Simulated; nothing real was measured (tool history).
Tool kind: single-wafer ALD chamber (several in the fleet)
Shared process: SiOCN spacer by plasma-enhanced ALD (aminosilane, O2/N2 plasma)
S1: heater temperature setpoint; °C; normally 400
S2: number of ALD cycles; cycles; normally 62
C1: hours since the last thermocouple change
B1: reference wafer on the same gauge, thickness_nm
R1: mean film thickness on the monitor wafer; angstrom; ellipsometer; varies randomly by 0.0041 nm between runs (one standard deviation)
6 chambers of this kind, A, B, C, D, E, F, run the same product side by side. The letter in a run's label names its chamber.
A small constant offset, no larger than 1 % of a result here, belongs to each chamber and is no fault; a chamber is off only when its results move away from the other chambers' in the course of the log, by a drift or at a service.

run 1D hour=10.3 | S1=400 S2=62 | C1=267.3 | B1=3.7015 | R1=37.704
run 2C hour=23.5 | S1=400 S2=62 | C1=452.4 | B1=3.7017 | R1=37.355
run 3F hour=35.6 | S1=400 S2=62 | C1=1530.1 | B1=3.7015 | R1=37.620
run 4B hour=49.9 | S1=400 S2=62 | C1=356.5 | B1=3.7017 | R1=37.256
run 5E hour=57.8 | S1=400 S2=62 | C1=957.1 | B1=3.7022 | R1=37.556
run 6A hour=71.2 | S1=400 S2=62 | C1=203.9 | B1=3.7020 | R1=37.487
run 7D hour=81.1 | S1=400 S2=62 | C1=338.1 | B1=3.7030 | R1=37.749
run 8F hour=91.0 | S1=405 S2=62 | C1=1585.5 | B1=3.7027 | R1=37.122
run 9C hour=97.5 | S1=405 S2=62 | C1=526.4 | B1=3.7037 | R1=36.814
run 10B hour=106.7 | S1=405 S2=62 | C1=413.3 | B1=3.7046 | R1=36.789
run 11E hour=115.7 | S1=405 S2=62 | C1=1015.0 | B1=3.7042 | R1=36.844
run 12A hour=125.6 | S1=405 S2=62 | C1=258.3 | B1=3.7041 | R1=36.931
run 13E hour=138.0 | S1=405 S2=62 | C1=1037.3 | B1=3.7037 | R1=36.839
run 14B hour=152.3 | S1=400 S2=62 | C1=458.9 | B1=3.7058 | R1=37.336
run 15F hour=162.6 | S1=400 S2=62 | C1=1657.1 | B1=3.7050 | R1=37.658
run 16C hour=175.9 | S1=400 S2=62 | C1=604.8 | B1=3.7058 | R1=37.409
run 17A hour=182.8 | S1=400 S2=62 | C1=315.5 | B1=3.7056 | R1=37.501
run 18D hour=192.1 | S1=400 S2=62 | C1=449.1 | B1=3.7061 | R1=37.701
run 19B hour=202.5 | S1=400 S2=62 | C1=509.1 | B1=3.7070 | R1=37.277
run 20A hour=212.6 | S1=400 S2=62 | C1=345.3 | B1=3.7071 | R1=37.544
run 21F hour=222.4 | S1=400 S2=62 | C1=1716.9 | B1=3.7069 | R1=37.662
run 22E hour=236.7 | S1=400 S2=62 | C1=1136.0 | B1=3.7093 | R1=37.586
run 23D hour=248.7 | S1=400 S2=62 | C1=505.7 | B1=3.7086 | R1=37.776
run 24C hour=259.6 | S1=388 S2=62 | C1=688.5 | B1=3.7108 | R1=37.459
run 25D hour=270.3 | S1=388 S2=62 | C1=527.3 | B1=3.7094 | R1=37.786
run 26C hour=284.7 | S1=388 S2=62 | C1=713.6 | B1=3.7101 | R1=37.491
run 27B hour=296.1 | S1=388 S2=62 | C1=602.7 | B1=3.7090 | R1=37.372
run 28E hour=307.8 | S1=388 S2=62 | C1=1207.1 | B1=3.7101 | R1=37.611
run 29A hour=320.8 | S1=388 S2=62 | C1=453.5 | B1=3.7096 | R1=37.606
run 30F hour=328.3 | S1=400 S2=62 | C1=1822.8 | B1=3.7110 | R1=37.780
run 31C hour=335.1 | S1=400 S2=62 | C1=764.0 | B1=3.7125 | R1=37.499
run 32D hour=345.0 | S1=400 S2=62 | C1=602.0 | B1=3.7118 | R1=37.720
run 33F hour=352.4 | S1=400 S2=62 | C1=1846.9 | B1=3.7119 | R1=37.732
run 34A hour=363.3 | S1=400 S2=62 | C1=496.0 | B1=3.7128 | R1=37.529
run 35E hour=377.2 | S1=400 S2=62 | C1=1276.5 | B1=3.7143 | R1=37.621
run 36B hour=388.8 | S1=400 S2=62 | C1=695.4 | B1=3.7123 | R1=37.452
run 37D hour=395.2 | S1=406 S2=66 | C1=652.2 | B1=3.7142 | R1=39.452
run 38B hour=404.1 | S1=406 S2=66 | C1=710.7 | B1=3.7136 | R1=39.129
run 39C hour=412.8 | S1=406 S2=66 | C1=841.7 | B1=3.7136 | R1=39.220
run 40F hour=425.3 | S1=406 S2=66 | C1=1919.8 | B1=3.7142 | R1=39.469
run 41E hour=433.1 | S1=406 S2=66 | C1=1332.4 | B1=3.7138 | R1=39.324
run 42A hour=443.7 | S1=406 S2=66 | C1=576.4 | B1=3.7171 | R1=39.235
run 43B hour=451.1 | S1=400 S2=62 | C1=757.7 | B1=3.7164 | R1=37.431
run 44A hour=464.3 | S1=414 S2=68 | C1=597.0 | B1=3.7155 | R1=39.606

Has any chamber moved away from the others, gradually or after a service, or does the common gauge drift, or do the chambers differ only by their own small steady offsets? State the chamber and the most likely cause if one applies.

The shared gauge is drifting. All chambers look as if they move in step, but none is off.
Cause: gauge reads high (%) = 0.447.

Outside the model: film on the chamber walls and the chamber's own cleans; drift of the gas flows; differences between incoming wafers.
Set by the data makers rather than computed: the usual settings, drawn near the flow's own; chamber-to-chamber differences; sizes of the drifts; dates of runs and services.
